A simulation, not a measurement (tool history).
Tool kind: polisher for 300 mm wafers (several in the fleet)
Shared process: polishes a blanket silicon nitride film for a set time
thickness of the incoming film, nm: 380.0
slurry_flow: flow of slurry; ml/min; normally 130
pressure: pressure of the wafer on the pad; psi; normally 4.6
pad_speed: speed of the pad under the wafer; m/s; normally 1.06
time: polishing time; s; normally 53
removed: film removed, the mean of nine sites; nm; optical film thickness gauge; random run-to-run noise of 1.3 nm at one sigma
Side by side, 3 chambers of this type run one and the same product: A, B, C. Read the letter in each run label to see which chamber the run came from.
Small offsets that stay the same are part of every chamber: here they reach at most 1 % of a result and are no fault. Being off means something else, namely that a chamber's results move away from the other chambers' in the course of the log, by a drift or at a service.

run 1B hour=11.6 | slurry_flow=130 pressure=4.6 pad_speed=1.06 time=53 | removed=125.55
run 2A hour=21 | slurry_flow=130 pressure=4.6 pad_speed=1.06 time=53 | removed=124.54
-- hour=29.1 chamber A: worn pad replaced by a new one
run 3C hour=32.7 | slurry_flow=130 pressure=4.6 pad_speed=1.06 time=53 | removed=127.06
run 4B hour=45.6 | slurry_flow=130 pressure=4.6 pad_speed=1.06 time=53 | removed=120.88
run 5C hour=55.2 | slurry_flow=130 pressure=4.6 pad_speed=0.78 time=53 | removed=99.075
run 6A hour=64.1 | slurry_flow=130 pressure=4.6 pad_speed=0.78 time=53 | removed=95.691
run 7A hour=72.5 | slurry_flow=130 pressure=4.6 pad_speed=0.78 time=53 | removed=95.494
run 8B hour=80 | slurry_flow=130 pressure=4.6 pad_speed=1.06 time=53 | removed=120.2
run 9C hour=91.6 | slurry_flow=130 pressure=4.6 pad_speed=1.06 time=53 | removed=127.96
run 10B hour=101.4 | slurry_flow=130 pressure=4.6 pad_speed=1.06 time=53 | removed=120.83
-- hour=106.7 chamber A: worn pad replaced by a new one
run 11A hour=114.1 | slurry_flow=130 pressure=4.6 pad_speed=1.06 time=53 | removed=127.87
-- hour=122.1 chamber C: worn pad replaced by a new one
run 12C hour=125.9 | slurry_flow=130 pressure=4.6 pad_speed=1.06 time=53 | removed=124.97
run 13C hour=133 | slurry_flow=130 pressure=4.6 pad_speed=1.06 time=53 | removed=126.97
-- hour=136.8 chamber A: head pressure recalibrated
-- hour=137.2 chamber B: head pressure recalibrated
run 14A hour=146.4 | slurry_flow=130 pressure=4.6 pad_speed=1.06 time=53 | removed=124.84
run 15B hour=156.6 | slurry_flow=130 pressure=4.6 pad_speed=1.06 time=53 | removed=115.25
run 16B hour=167.3 | slurry_flow=130 pressure=4.6 pad_speed=1.06 time=53 | removed=116.6
run 17C hour=177.1 | slurry_flow=130 pressure=4.6 pad_speed=1.06 time=53 | removed=124.68
-- hour=181.1 chamber A: worn pad replaced by a new one
run 18A hour=182.9 | slurry_flow=130 pressure=4.6 pad_speed=1.06 time=36 | removed=83.947
run 19C hour=189.4 | slurry_flow=130 pressure=4.6 pad_speed=1.06 time=36 | removed=85.748
run 20B hour=202.1 | slurry_flow=130 pressure=4.6 pad_speed=1.06 time=36 | removed=76.817

Is one chamber out of step, is the gauge drifting, or do the chambers differ by no more than their own small offsets? For an off chamber, give its letter and the likeliest cause.

It is chamber B that slowly wanders off from its peers.
Cause: removal rate lost through wear of the pad, % = 11.2.
The log may not separate it from: slurry flow missing at the pad, %.

Which of the 4 candidates below, each the usual settings with something changed and its results left as question marks, puts chamber B back in line with what the other chambers give on the usual settings?
Maximum distance from the other chambers' mean on the usual settings for a result to count as in line: removed 4.6 nm
run 21B-1 hour=211.7 | slurry_flow=130 pressure=4.4 pad_speed=1.02 time=51 | removed=?
run 21B-2 hour=211.7 | slurry_flow=130 pressure=4.6 pad_speed=1.1 time=53 | removed=?
run 21B-3 hour=211.7 | slurry_flow=130 pressure=4.4 pad_speed=1.06 time=53 | removed=?
run 21B-4 hour=211.7 | slurry_flow=135 pressure=5.1 pad_speed=1.06 time=53 | removed=?

Other chambers, usual settings, mean: removed 124.4 nm
run=21B-1 removed=99.235
run=21B-2 removed=114.5
run=21B-3 removed=106.37
run=21B-4 removed=123.95
The right change is 21B-4: it brings the chamber back within the allowed miss of the others.
